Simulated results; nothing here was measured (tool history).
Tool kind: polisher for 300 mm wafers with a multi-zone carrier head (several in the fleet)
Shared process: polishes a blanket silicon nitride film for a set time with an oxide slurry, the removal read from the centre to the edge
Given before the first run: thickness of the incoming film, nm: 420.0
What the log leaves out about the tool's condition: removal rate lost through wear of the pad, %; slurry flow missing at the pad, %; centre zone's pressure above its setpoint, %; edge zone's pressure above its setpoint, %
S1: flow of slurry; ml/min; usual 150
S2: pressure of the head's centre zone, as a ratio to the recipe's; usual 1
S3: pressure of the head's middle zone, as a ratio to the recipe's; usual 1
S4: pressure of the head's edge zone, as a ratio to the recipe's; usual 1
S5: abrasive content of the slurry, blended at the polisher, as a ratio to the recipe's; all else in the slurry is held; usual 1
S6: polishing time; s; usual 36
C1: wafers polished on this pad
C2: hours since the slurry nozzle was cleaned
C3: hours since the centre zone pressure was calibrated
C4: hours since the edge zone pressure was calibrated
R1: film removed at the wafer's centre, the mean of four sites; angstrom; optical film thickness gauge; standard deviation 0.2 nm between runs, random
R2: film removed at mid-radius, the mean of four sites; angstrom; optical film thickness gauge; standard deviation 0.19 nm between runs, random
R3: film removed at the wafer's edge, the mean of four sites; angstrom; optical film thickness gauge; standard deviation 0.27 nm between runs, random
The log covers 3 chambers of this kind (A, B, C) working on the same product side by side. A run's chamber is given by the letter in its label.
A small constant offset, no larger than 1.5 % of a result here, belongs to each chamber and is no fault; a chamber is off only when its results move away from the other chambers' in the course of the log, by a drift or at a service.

run 1C hour=2.6 | S1=150 S2=1 S3=1 S4=1 S5=1 S6=36 | C1=1095 C2=13.9 C3=43.1 C4=126.4 | R1=209.3 R2=208.45 R3=205.27
run 2B hour=6 | S1=150 S2=1 S3=1 S4=1 S5=1 S6=36 | C1=769 C2=130.4 C3=473.5 C4=207 | R1=207.71 R2=209.08 R3=210.68
-- hour=10.1 chamber B: worn pad replaced by a new one
run 3A hour=11.6 | S1=150 S2=1 S3=1 S4=1 S5=1 S6=36 | C1=309 C2=688.8 C3=245.3 C4=317.2 | R1=210.7 R2=204.97 R3=206.21
run 4A hour=16.6 | S1=150 S2=1 S3=1 S4=1 S5=1 S6=36 | C1=382 C2=693.8 C3=250.3 C4=322.2 | R1=209.08 R2=205.18 R3=206.61
run 5B hour=20.2 | S1=150 S2=1 S3=1 S4=1 S5=1 S6=36 | C1=147 C2=144.6 C3=487.7 C4=221.2 | R1=209.76 R2=207.95 R3=202.58
run 6C hour=24.7 | S1=150 S2=1 S3=1 S4=1 S5=1 S6=36 | C1=1416 C2=36 C3=65.2 C4=148.5 | R1=209.32 R2=212.21 R3=207.31
run 7C hour=28.5 | S1=150 S2=1 S3=1 S4=1 S5=1 S6=36 | C1=1472 C2=39.8 C3=69 C4=152.3 | R1=207.7 R2=208.87 R3=206.23
-- hour=30.1 chamber C: worn pad replaced by a new one
run 8A hour=31.5 | S1=150 S2=1 S3=1 S4=1 S5=1 S6=36 | C1=598 C2=708.7 C3=265.2 C4=337.1 | R1=208.78 R2=207.08 R3=208.99
-- hour=32.1 chamber A: worn pad replaced by a new one
run 9B hour=37.1 | S1=150 S2=1 S3=1 S4=1 S5=1 S6=36 | C1=393 C2=161.5 C3=504.6 C4=238.1 | R1=208.58 R2=208.26 R3=211.85
run 10C hour=42.2 | S1=150 S2=1 S3=1 S4=1 S5=1 S6=36 | C1=177 C2=53.5 C3=82.7 C4=166 | R1=206.58 R2=209.69 R3=211.56
run 11B hour=45.6 | S1=150 S2=1 S3=1 S4=1 S5=1 S6=36 | C1=517 C2=170 C3=513.1 C4=246.6 | R1=211.84 R2=207.63 R3=211.62
run 12A hour=50.5 | S1=150 S2=1 S3=1 S4=1 S5=1 S6=36 | C1=267 C2=727.7 C3=284.2 C4=356.1 | R1=208.98 R2=202.78 R3=207.54
run 13C hour=55.9 | S1=150 S2=1 S3=1 S4=1 S5=1 S6=36 | C1=376 C2=67.2 C3=96.4 C4=179.7 | R1=202.71 R2=207.76 R3=207.66
-- hour=59.6 chamber B: worn pad replaced by a new one
run 14B hour=60.2 | S1=150 S2=1 S3=1 S4=1 S5=1 S6=36 | C1=9 C2=184.6 C3=527.7 C4=261.2 | R1=212.58 R2=207.05 R3=204.44
run 15A hour=65 | S1=150 S2=1 S3=1 S4=1 S5=1 S6=36 | C1=478 C2=742.2 C3=298.7 C4=370.6 | R1=205.1 R2=201.32 R3=206.39
run 16A hour=69.6 | S1=150 S2=1 S3=1 S4=1 S5=1 S6=36 | C1=545 C2=746.8 C3=303.3 C4=375.2 | R1=206.92 R2=206.02 R3=208.05
run 17C hour=75.2 | S1=150 S2=1 S3=1 S4=1 S5=1 S6=36 | C1=657 C2=86.5 C3=115.7 C4=199 | R1=206.63 R2=209.3 R3=206.63
run 18B hour=80.1 | S1=150 S2=1 S3=1 S4=1 S5=1 S6=36 | C1=299 C2=204.5 C3=547.6 C4=281.1 | R1=206.65 R2=210.03 R3=207.26
-- hour=81.9 chamber A: worn pad replaced by a new one
run 19B hour=82.8 | S1=150 S2=1 S3=1 S4=1 S5=1 S6=36 | C1=338 C2=207.2 C3=550.3 C4=283.8 | R1=209.78 R2=210.57 R3=210.06
run 20C hour=85.8 | S1=150 S2=1 S3=1 S4=0.91 S5=1 S6=45 | C1=812 C2=97.1 C3=126.3 C4=209.6 | R1=258.37 R2=257.33 R3=247.56
run 21A hour=89.3 | S1=150 S2=1 S3=1 S4=0.91 S5=1 S6=45 | C1=109 C2=766.5 C3=323 C4=394.9 | R1=260.09 R2=256.51 R3=242.73

All 3 chambers run these settings next. Forecast each chamber's results:
run 22A hour=93.4 | S1=150 S2=1 S3=1 S4=0.89 S5=1 S6=36 | R1=? R2=? R3=?
run 22B hour=93.4 | S1=150 S2=1 S3=1 S4=0.89 S5=1 S6=36 | R1=? R2=? R3=?
run 22C hour=93.4 | S1=150 S2=1 S3=1 S4=0.89 S5=1 S6=36 | R1=? R2=? R3=?

run=22A R1=207.27 R2=207.27 R3=192.27
run=22B R1=207.51 R2=205.74 R3=197.17
run=22C R1=206.92 R2=204.66 R3=195.1
